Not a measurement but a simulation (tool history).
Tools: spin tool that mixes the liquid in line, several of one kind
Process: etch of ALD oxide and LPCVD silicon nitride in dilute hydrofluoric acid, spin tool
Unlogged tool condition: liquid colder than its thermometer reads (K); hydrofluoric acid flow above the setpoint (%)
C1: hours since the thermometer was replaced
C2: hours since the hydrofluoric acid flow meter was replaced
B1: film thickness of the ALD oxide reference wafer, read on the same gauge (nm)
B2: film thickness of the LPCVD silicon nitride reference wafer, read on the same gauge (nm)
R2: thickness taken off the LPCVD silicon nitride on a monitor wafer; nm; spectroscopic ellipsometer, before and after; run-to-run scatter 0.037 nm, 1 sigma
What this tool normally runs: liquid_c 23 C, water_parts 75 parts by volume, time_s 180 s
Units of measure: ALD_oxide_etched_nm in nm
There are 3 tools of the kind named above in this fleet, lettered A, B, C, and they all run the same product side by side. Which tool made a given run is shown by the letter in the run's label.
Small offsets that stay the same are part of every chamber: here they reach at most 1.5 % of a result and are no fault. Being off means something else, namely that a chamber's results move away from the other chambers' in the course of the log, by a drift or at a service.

{"run": "1A", "hour": 4.2, "liquid_c": 23, "water_parts": 75, "time_s": 180, "C1": 846, "C2": 431.1, "B1": 129.97, "B2": 70.002, "ALD_oxide_etched_nm": 23.357, "R2": 1.3107}
{"run": "2B", "hour": 7.5, "liquid_c": 23, "water_parts": 75, "time_s": 180, "C1": 157.4, "C2": 206, "B1": 130, "B2": 69.996, "ALD_oxide_etched_nm": 23.486, "R2": 1.3087}
{"run": "3C", "hour": 11.5, "liquid_c": 23, "water_parts": 75, "time_s": 180, "C1": 835.6, "C2": 850.2, "B1": 130, "B2": 69.98, "ALD_oxide_etched_nm": 23.341, "R2": 1.209}
{"run": "4C", "hour": 14.9, "liquid_c": 23, "water_parts": 75, "time_s": 180, "C1": 839, "C2": 853.6, "B1": 129.96, "B2": 69.998, "ALD_oxide_etched_nm": 23.091, "R2": 1.2677}
{"run": "5A", "hour": 18.4, "liquid_c": 27.5, "water_parts": 75, "time_s": 180, "C1": 860.2, "C2": 445.3, "B1": 129.99, "B2": 70.013, "ALD_oxide_etched_nm": 28.116, "R2": 1.7519}
{"run": "6B", "hour": 22.1, "liquid_c": 27.5, "water_parts": 75, "time_s": 180, "C1": 172, "C2": 220.6, "B1": 129.98, "B2": 69.995, "ALD_oxide_etched_nm": 28.11, "R2": 1.6142}
{"run": "7C", "hour": 25.6, "liquid_c": 27.5, "water_parts": 75, "time_s": 180, "C1": 849.7, "C2": 864.3, "B1": 130.03, "B2": 70.02, "ALD_oxide_etched_nm": 28.142, "R2": 1.6575}
{"run": "8B", "hour": 30.6, "liquid_c": 23, "water_parts": 75, "time_s": 180, "C1": 180.5, "C2": 229.1, "B1": 130.02, "B2": 69.998, "ALD_oxide_etched_nm": 23.61, "R2": 1.2707}
{"run": "9A", "hour": 34.4, "liquid_c": 23, "water_parts": 75, "time_s": 140, "C1": 876.2, "C2": 461.3, "B1": 129.99, "B2": 69.999, "ALD_oxide_etched_nm": 18.255, "R2": 1.0203}
{"run": "10A", "hour": 36.7, "liquid_c": 23, "water_parts": 75, "time_s": 140, "C1": 878.5, "C2": 463.6, "B1": 130, "B2": 69.988, "ALD_oxide_etched_nm": 18.002, "R2": 0.95328}
{"run": "11B", "hour": 41.0, "liquid_c": 23, "water_parts": 75, "time_s": 140, "C1": 190.9, "C2": 239.5, "B1": 130, "B2": 70.005, "ALD_oxide_etched_nm": 18.273, "R2": 0.93355}
{"run": "12C", "hour": 43.7, "liquid_c": 19, "water_parts": 75, "time_s": 180, "C1": 867.8, "C2": 882.4, "B1": 130.01, "B2": 69.993, "ALD_oxide_etched_nm": 19.713, "R2": 0.95091}
{"run": "13C", "hour": 48.9, "liquid_c": 19, "water_parts": 75, "time_s": 180, "C1": 873, "C2": 887.6, "B1": 130, "B2": 70.008, "ALD_oxide_etched_nm": 20.068, "R2": 0.93487}
{"run": "14B", "hour": 51.6, "liquid_c": 19, "water_parts": 75, "time_s": 180, "C1": 201.5, "C2": 250.1, "B1": 129.99, "B2": 69.982, "ALD_oxide_etched_nm": 20.012, "R2": 0.9959}
{"run": "15A", "hour": 55.7, "liquid_c": 23, "water_parts": 75, "time_s": 180, "C1": 897.5, "C2": 482.6, "B1": 130.02, "B2": 69.982, "ALD_oxide_etched_nm": 23.61, "R2": 1.2581}
{"run": "16B", "hour": 60.8, "liquid_c": 23, "water_parts": 75, "time_s": 180, "C1": 210.7, "C2": 259.3, "B1": 130.02, "B2": 70.009, "ALD_oxide_etched_nm": 23.474, "R2": 1.2907}
{"run": "17C", "hour": 65.9, "liquid_c": 23, "water_parts": 75, "time_s": 180, "C1": 890, "C2": 904.6, "B1": 130, "B2": 69.991, "ALD_oxide_etched_nm": 23.418, "R2": 1.216}
{"run": "18A", "hour": 69.1, "liquid_c": 23, "water_parts": 45, "time_s": 280, "C1": 910.9, "C2": 496, "B1": 130, "B2": 70.014, "ALD_oxide_etched_nm": 63.149, "R2": 3.2619}
{"run": "19A", "hour": 73.7, "liquid_c": 23, "water_parts": 45, "time_s": 280, "C1": 915.5, "C2": 500.6, "B1": 129.96, "B2": 69.998, "ALD_oxide_etched_nm": 63.97, "R2": 3.2768}
{"run": "20B", "hour": 78.9, "liquid_c": 23, "water_parts": 45, "time_s": 280, "C1": 228.8, "C2": 277.4, "B1": 129.97, "B2": 70.005, "ALD_oxide_etched_nm": 62.95, "R2": 3.1518}
{"run": "21C", "hour": 83.5, "liquid_c": 23, "water_parts": 75, "time_s": 180, "C1": 907.6, "C2": 922.2, "B1": 130, "B2": 70.002, "ALD_oxide_etched_nm": 23.43, "R2": 1.2439}
{"run": "22B", "hour": 88.0, "liquid_c": 23, "water_parts": 75, "time_s": 180, "C1": 237.9, "C2": 286.5, "B1": 130.04, "B2": 69.991, "ALD_oxide_etched_nm": 23.415, "R2": 1.2664}
{"run": "23A", "hour": 92.6, "liquid_c": 23, "water_parts": 75, "time_s": 180, "C1": 934.4, "C2": 519.5, "B1": 130.04, "B2": 70.008, "ALD_oxide_etched_nm": 24.415, "R2": 1.262}
{"run": "24C", "hour": 95.7, "liquid_c": 23, "water_parts": 75, "time_s": 180, "C1": 919.8, "C2": 934.4, "B1": 130, "B2": 69.997, "ALD_oxide_etched_nm": 23.206, "R2": 1.2588}
{"run": "25B", "hour": 100.1, "liquid_c": 23, "water_parts": 75, "time_s": 180, "C1": 250, "C2": 298.6, "B1": 130.02, "B2": 69.999, "ALD_oxide_etched_nm": 23.446, "R2": 1.2277}
{"run": "26A", "hour": 102.9, "liquid_c": 23, "water_parts": 75, "time_s": 180, "C1": 944.7, "C2": 529.8, "B1": 129.99, "B2": 70.004, "ALD_oxide_etched_nm": 24.694, "R2": 1.3664}
{"run": "27C", "hour": 107.0, "liquid_c": 23, "water_parts": 75, "time_s": 180, "C1": 931.1, "C2": 945.7, "B1": 130.01, "B2": 70.003, "ALD_oxide_etched_nm": 23.327, "R2": 1.2209}
{"run": "28A", "hour": 109.9, "liquid_c": 23, "water_parts": 75, "time_s": 180, "C1": 951.7, "C2": 536.8, "B1": 130.04, "B2": 70, "ALD_oxide_etched_nm": 24.365, "R2": 1.3046}
{"run": "29B", "hour": 113.0, "liquid_c": 23, "water_parts": 110, "time_s": 270, "C1": 262.9, "C2": 311.5, "B1": 129.96, "B2": 70.02, "ALD_oxide_etched_nm": 23.292, "R2": 1.2205}
{"run": "30C", "hour": 117.5, "liquid_c": 23, "water_parts": 110, "time_s": 270, "C1": 941.6, "C2": 956.2, "B1": 129.99, "B2": 70.018, "ALD_oxide_etched_nm": 22.881, "R2": 1.2744}
{"run": "31C", "hour": 122.2, "liquid_c": 23, "water_parts": 110, "time_s": 270, "C1": 946.3, "C2": 960.9, "B1": 129.97, "B2": 69.988, "ALD_oxide_etched_nm": 22.855, "R2": 1.3162}

One chamber off, gauge drift, or nothing amiss beyond the chambers' own small offsets? If it is a chamber, which one, and what is the likeliest cause?

It is chamber A that slowly wanders off from its peers.
Likeliest cause: hydrofluoric acid flow above the setpoint (%) = 5.97.

Below are 4 candidate recipes for chamber A's next run, each the usual settings with a change, their results shown as question marks. Which of them brings A's results back in line with what the other chambers give on the usual settings?
Maximum distance from the other chambers' mean on the usual settings for a result to count as in line: ALD_oxide_etched_nm 0.53 nm; R2 0.13 nm
{"run": "32A-1", "hour": 126.2, "liquid_c": 22, "water_parts": 75, "time_s": 170, "ALD_oxide_etched_nm": "?", "R2": "?"}
{"run": "32A-2", "hour": 126.2, "liquid_c": 23.5, "water_parts": 75, "time_s": 185, "ALD_oxide_etched_nm": "?", "R2": "?"}
{"run": "32A-3", "hour": 126.2, "liquid_c": 22.5, "water_parts": 75, "time_s": 175, "ALD_oxide_etched_nm": "?", "R2": "?"}
{"run": "32A-4", "hour": 126.2, "liquid_c": 24, "water_parts": 75, "time_s": 190, "ALD_oxide_etched_nm": "?", "R2": "?"}

The mean the other chambers reach with the usual settings: ALD_oxide_etched_nm 23.466 nm; R2 1.2441 nm
run=32A-1 ALD_oxide_etched_nm=22.47 R2=1.1932
run=32A-2 ALD_oxide_etched_nm=26.011 R2=1.4377
run=32A-3 ALD_oxide_etched_nm=23.621 R2=1.2715
run=32A-4 ALD_oxide_etched_nm=27.273 R2=1.5278
The right change is 32A-3: it brings the chamber back within the allowed miss of the others.

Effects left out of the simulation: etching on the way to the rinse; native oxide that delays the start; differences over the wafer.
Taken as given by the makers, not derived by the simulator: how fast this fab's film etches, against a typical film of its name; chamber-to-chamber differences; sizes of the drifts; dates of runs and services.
